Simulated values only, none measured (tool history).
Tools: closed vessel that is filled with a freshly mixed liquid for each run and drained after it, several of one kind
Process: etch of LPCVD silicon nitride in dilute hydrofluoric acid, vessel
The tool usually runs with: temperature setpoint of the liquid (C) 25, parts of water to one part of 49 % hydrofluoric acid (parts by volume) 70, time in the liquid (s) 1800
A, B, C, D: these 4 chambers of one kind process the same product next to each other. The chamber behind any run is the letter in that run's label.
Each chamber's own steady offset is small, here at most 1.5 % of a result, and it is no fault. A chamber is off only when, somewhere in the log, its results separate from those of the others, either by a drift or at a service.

| run | day | temperature setpoint of the liquid (C) | parts of water to one part of 49 % hydrofluoric acid (parts by volume) | time in the liquid (s) | read-back film thickness of the LPCVD silicon nitride reference wafer, read on the same gauge (nm) | thickness taken off the LPCVD silicon nitride on a monitor wafer (nm) |
|---|---|---|---|---|---|---|
| 1D | 0.208 | 25 | 70 | 1800 | 79.986 | 14.2600 |
| 2B | 0.625 | 25 | 70 | 1800 | 79.954 | 14.2150 |
| 3C | 0.983 | 25 | 70 | 1800 | 80.026 | 14.2690 |
| 4A | 1.304 | 25 | 70 | 1800 | 79.980 | 14.2930 |
| 5B | 1.571 | 25 | 70 | 1800 | 79.976 | 14.1440 |
|  | 1.729 | chamber B: thermometer replaced |
| 6C | 1.796 | 25 | 70 | 1800 | 80.017 | 14.3430 |
| 7A | 2.029 | 25 | 70 | 1800 | 80.022 | 14.3810 |
| 8D | 2.304 | 25 | 70 | 1800 | 79.992 | 14.4180 |
| 9C | 2.525 | 25 | 70 | 1800 | 79.985 | 14.3040 |
| 10A | 2.896 | 25 | 70 | 1800 | 79.996 | 14.5770 |
| 11B | 3.254 | 25 | 70 | 1800 | 79.974 | 14.1540 |
| 12D | 3.612 | 23 | 90 | 1800 | 79.985 | 9.7800 |
| 13D | 3.888 | 23 | 90 | 1800 | 79.992 | 9.8132 |
| 14A | 4.225 | 23 | 90 | 1800 | 79.997 | 10.0170 |
| 15C | 4.433 | 23 | 90 | 1800 | 79.995 | 9.7472 |
|  | 4.550 | chamber C: thermometer replaced |
| 16B | 4.708 | 25 | 70 | 1800 | 79.985 | 14.1540 |
| 17D | 5.117 | 25 | 70 | 1800 | 80.006 | 14.3280 |
| 18B | 5.300 | 25 | 70 | 1800 | 80.020 | 14.1670 |
| 19A | 5.642 | 25 | 70 | 1800 | 80.005 | 14.8460 |
| 20C | 5.967 | 25 | 70 | 1800 | 80.036 | 14.2450 |
| 21B | 6.246 | 25 | 70 | 1800 | 79.988 | 14.1630 |
| 22D | 6.517 | 25 | 70 | 1800 | 79.993 | 14.3470 |
| 23A | 6.892 | 25 | 70 | 1800 | 79.997 | 14.8370 |
| 24C | 7.112 | 29 | 80 | 1800 | 79.983 | 16.2980 |
| 25D | 7.421 | 29 | 80 | 1800 | 79.985 | 16.3310 |

Is one chamber out of step, is the gauge drifting, or do the chambers differ by no more than their own small offsets? For an off chamber, give its letter and the likeliest cause.

Little by little, chamber A moves away from the other chambers.
Most likely cause: hydrofluoric acid flow above the setpoint (%) = 4.51.
The log might look much the same if the cause were instead: liquid hotter than its thermometer reads (K).

Which of the 4 candidates below, each the usual settings with something changed and its results left as question marks, puts chamber A back in line with what the other chambers give on the usual settings?
In line means no further than this from the other chambers' mean on the usual settings: thickness taken off the LPCVD silicon nitride on a monitor wafer (nm) 0.1800
| 26A-1 | 7.725 | 25 | 70 | 1650 |  | ? |
| 26A-2 | 7.725 | 25 | 70 | 1720 |  | ? |
| 26A-3 | 7.725 | 25 | 70 | 1880 |  | ? |
| 26A-4 | 7.725 | 25 | 70 | 1950 |  | ? |

What the other chambers average on the usual settings: thickness taken off the LPCVD silicon nitride on a monitor wafer (nm) 14.2850
| run | thickness taken off the LPCVD silicon nitride on a monitor wafer (nm) |
|---|---|
| 26A-1 | 13.7700 |
| 26A-2 | 14.3540 |
| 26A-3 | 15.6890 |
| 26A-4 | 16.2730 |
The right change is 26A-2: it brings the chamber back within the allowed miss of the others.

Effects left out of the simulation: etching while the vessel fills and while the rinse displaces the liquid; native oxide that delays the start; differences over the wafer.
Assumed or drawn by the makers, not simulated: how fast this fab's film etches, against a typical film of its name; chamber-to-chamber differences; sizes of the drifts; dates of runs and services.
